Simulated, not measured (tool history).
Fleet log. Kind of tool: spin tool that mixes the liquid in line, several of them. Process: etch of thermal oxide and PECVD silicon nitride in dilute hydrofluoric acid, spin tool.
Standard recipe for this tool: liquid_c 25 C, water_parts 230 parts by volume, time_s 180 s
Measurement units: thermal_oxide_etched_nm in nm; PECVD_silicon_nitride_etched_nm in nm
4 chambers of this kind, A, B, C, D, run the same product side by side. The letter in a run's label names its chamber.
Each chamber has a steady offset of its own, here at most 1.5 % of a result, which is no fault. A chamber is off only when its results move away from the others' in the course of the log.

run	hour	liquid_c	water_parts	time_s	read-back film thickness of the thermal oxide reference wafer, read on the same gauge (nm)	read-back film thickness of the PECVD silicon nitride reference wafer, read on the same gauge (nm)	thermal_oxide_etched_nm	PECVD_silicon_nitride_etched_nm
1C	3.5	25	230	180	79.977	99.98	3.3955	1.8973
2D	10	25	230	180	79.982	99.982	3.365	1.8948
3B	15.4	25	230	180	79.992	99.978	3.3763	1.8622
4A	19.8	25	230	180	80.004	99.974	3.409	1.925
5B	26.8	25	230	180	80.045	100.01	3.3101	1.8408
6C	30.7	25	230	180	80.024	100.02	3.38	1.8781
7A	35	25	230	180	79.997	99.987	3.3445	1.9512
8D	40.7	25	230	180	79.97	100.02	3.4175	1.8822
9D	43.9	25	230	180	79.951	99.974	3.3813	1.9767
10C	49.5	25	230	180	80.043	100.01	3.3939	1.9447
11A	53	25	230	180	80.002	100	3.3808	1.8648
12B	59.2	25	230	180	79.999	99.996	3.3531	1.829
13C	66.2	25	230	180	80.025	99.994	3.3493	1.9235
14B	71.5	25	230	180	80.018	99.995	3.3236	1.8799
15A	76.3	25	230	180	80.013	99.987	3.3748	1.9416
16D	80.6	25	230	180	80.051	99.985	3.3644	1.9025
17A	86.6	25	230	180	79.975	100.02	3.4181	1.8838
18C	90.2	25	230	180	80.005	100.02	3.3753	1.9104
19D	94.2	25	230	180	80.017	100.04	3.3537	1.8462
# hour 96.7: chamber B: hydrofluoric acid flow meter replaced
20B	97.8	27.5	285	180	79.943	100	2.7813	1.6933
21C	102.3	27.5	285	180	80.032	100	2.7837	1.7677
22A	108.6	27.5	285	180	79.994	99.994	2.7359	1.8043
23D	115.1	27.5	285	180	80.041	99.981	2.8436	1.7914
24B	118.9	25	230	180	80.043	99.994	3.3877	1.924
25A	125.8	25	230	180	80.001	99.988	3.3766	1.8943
26D	132.9	25	230	180	79.985	100	3.4258	1.9032
27B	139.7	25	230	180	79.987	100.01	3.3703	1.8618
28C	142.9	25	230	180	79.984	100.02	3.3731	1.8699
29B	146.8	28	230	280	79.991	100.01	5.8063	3.3971

Has any chamber moved away from the others, gradually or after a service, or does the common gauge drift, or do the chambers differ only by their own small steady offsets? State the chamber and the most likely cause if one applies.

No chamber stands off beyond its own small offset, and the gauge holds steady.

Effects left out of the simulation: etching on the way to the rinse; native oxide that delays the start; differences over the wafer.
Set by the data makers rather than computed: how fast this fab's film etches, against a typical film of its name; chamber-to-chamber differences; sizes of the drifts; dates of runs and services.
